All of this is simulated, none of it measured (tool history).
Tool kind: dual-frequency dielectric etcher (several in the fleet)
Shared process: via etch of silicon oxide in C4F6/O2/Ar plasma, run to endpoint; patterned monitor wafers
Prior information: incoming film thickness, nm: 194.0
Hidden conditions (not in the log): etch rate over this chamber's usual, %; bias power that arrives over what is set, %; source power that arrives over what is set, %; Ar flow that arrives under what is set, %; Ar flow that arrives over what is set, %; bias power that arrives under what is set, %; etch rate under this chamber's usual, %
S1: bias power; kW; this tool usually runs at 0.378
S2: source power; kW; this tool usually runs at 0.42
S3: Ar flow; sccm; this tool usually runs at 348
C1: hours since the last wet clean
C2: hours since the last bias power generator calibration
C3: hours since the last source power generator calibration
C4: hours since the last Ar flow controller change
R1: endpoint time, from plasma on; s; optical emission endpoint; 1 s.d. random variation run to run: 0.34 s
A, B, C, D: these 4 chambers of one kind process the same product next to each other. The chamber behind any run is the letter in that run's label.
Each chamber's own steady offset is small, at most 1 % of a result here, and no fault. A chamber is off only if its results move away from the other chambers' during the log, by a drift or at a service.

| run | day | S1 | S2 | S3 | C1 | C2 | C3 | C4 | R1 |
|---|---|---|---|---|---|---|---|---|---|
| 1A | 0.525 | 0.378 | 0.42 | 348 | 170.5 | 3925.6 | 703 | 1326.8 | 47.02 |
| 2D | 1.033 | 0.378 | 0.42 | 348 | 200.2 | 1962.6 | 1164.5 | 4090 | 47.456 |
| 3C | 1.388 | 0.378 | 0.42 | 348 | 162.9 | 2931 | 1609.1 | 3674.4 | 46.816 |
| 4B | 1.85 | 0.378 | 0.42 | 348 | 72.7 | 1215.5 | 2592.9 | 2191 | 47.084 |
| 5B | 2.262 | 0.378 | 0.42 | 348 | 82.6 | 1225.4 | 2602.8 | 2200.9 | 47.422 |
| 6D | 2.758 | 0.378 | 0.42 | 348 | 241.6 | 2004 | 1205.9 | 4131.4 | 47.348 |
| 7C | 3.379 | 0.378 | 0.42 | 318 | 210.7 | 2978.8 | 1656.9 | 3722.2 | 46.804 |
| 8A | 3.679 | 0.378 | 0.42 | 318 | 246.2 | 4001.3 | 778.7 | 1402.5 | 46.691 |
| 9D | 3.95 | 0.378 | 0.42 | 318 | 270.2 | 2032.6 | 1234.5 | 4160 | 46.233 |
| 10A | 4.325 | 0.378 | 0.42 | 318 | 261.7 | 4016.8 | 794.2 | 1418 | 46.85 |
|  | 4.396 | chamber B: Ar flow controller replaced |
| 11B | 4.829 | 0.378 | 0.42 | 348 | 144.2 | 1287 | 2664.4 | 10.4 | 47.473 |
|  | 5.262 | chamber C: source power generator calibrated |
| 12C | 5.429 | 0.408 | 0.42 | 415 | 259.9 | 3028 | 4 | 3771.4 | 46.254 |
| 13A | 5.825 | 0.408 | 0.42 | 415 | 297.7 | 4052.8 | 830.2 | 1454 | 46.945 |
| 14C | 6.308 | 0.408 | 0.42 | 415 | 281 | 3049.1 | 25.1 | 3792.5 | 46.838 |
| 15B | 6.717 | 0.408 | 0.42 | 415 | 189.5 | 1332.3 | 2709.7 | 55.7 | 46.667 |
| 16D | 7.246 | 0.378 | 0.35 | 273 | 349.3 | 2111.7 | 1313.6 | 4239.1 | 49.269 |
| 17C | 7.754 | 0.378 | 0.35 | 273 | 315.7 | 3083.8 | 59.8 | 3827.2 | 48.663 |
|  | 7.808 | chamber D: wet clean of the chamber |
| 18D | 8.267 | 0.378 | 0.35 | 273 | 11.1 | 2136.2 | 1338.1 | 4263.6 | 49.365 |
| 19A | 8.629 | 0.378 | 0.35 | 273 | 365 | 4120.1 | 897.5 | 1521.3 | 48.561 |
| 20B | 9.221 | 0.378 | 0.42 | 348 | 249.6 | 1392.4 | 2769.8 | 115.8 | 47.144 |
| 21B | 9.704 | 0.378 | 0.42 | 348 | 261.2 | 1404 | 2781.4 | 127.4 | 47.415 |
| 22C | 10.038 | 0.378 | 0.42 | 348 | 370.5 | 3138.6 | 114.6 | 3882 | 47.559 |
|  | 10.317 | chamber C: wet clean of the chamber |
| 23A | 10.654 | 0.378 | 0.42 | 348 | 413.6 | 4168.7 | 946.1 | 1569.9 | 47.67 |
| 24D | 11.183 | 0.378 | 0.42 | 348 | 81.1 | 2206.2 | 1408.1 | 4333.6 | 47.109 |
| 25B | 11.775 | 0.378 | 0.42 | 348 | 310.9 | 1453.7 | 2831.1 | 177.1 | 46.314 |
| 26D | 12.104 | 0.378 | 0.42 | 348 | 103.2 | 2228.3 | 1430.2 | 4355.7 | 46.913 |
| 27A | 12.717 | 0.378 | 0.42 | 348 | 463.1 | 4218.2 | 995.6 | 1619.4 | 47.623 |
| 28C | 13.017 | 0.313 | 0.51 | 348 | 64.9 | 3210.1 | 186.1 | 3953.5 | 46.751 |
| 29C | 13.408 | 0.313 | 0.51 | 348 | 74.3 | 3219.5 | 195.5 | 3962.9 | 47.288 |
| 30A | 13.779 | 0.313 | 0.51 | 348 | 488.6 | 4243.7 | 1021.1 | 1644.9 | 46.762 |
| 31D | 14.133 | 0.313 | 0.51 | 348 | 151.9 | 2277 | 1478.9 | 4404.4 | 46.594 |
| 32B | 14.617 | 0.378 | 0.42 | 348 | 379.1 | 1521.9 | 2899.3 | 245.3 | 47.386 |
| 33C | 14.912 | 0.378 | 0.42 | 348 | 110.4 | 3255.6 | 231.6 | 3999 | 46.356 |
| 34B | 15.267 | 0.325 | 0.42 | 348 | 394.7 | 1537.5 | 2914.9 | 260.9 | 50.316 |
| 35D | 15.704 | 0.325 | 0.42 | 348 | 189.6 | 2314.7 | 1516.6 | 4442.1 | 49.846 |
| 36A | 16.096 | 0.325 | 0.42 | 348 | 544.2 | 4299.3 | 1076.7 | 1700.5 | 50.076 |
|  | 16.308 | chamber B: source power generator calibrated |
| 37B | 16.521 | 0.325 | 0.42 | 348 | 424.8 | 1567.6 | 5.1 | 291 | 50.122 |
| 38C | 16.825 | 0.378 | 0.42 | 348 | 156.3 | 3301.5 | 277.5 | 4044.9 | 47.089 |
| 39A | 17.288 | 0.378 | 0.42 | 348 | 572.8 | 4327.9 | 1105.3 | 1729.1 | 47.455 |

What goes on in this fleet: one chamber off, a drifting gauge, or nothing beyond the chambers' own small offsets? Name the chamber and the cause, if any.

No chamber stands off beyond its own small offset, and the gauge holds steady.
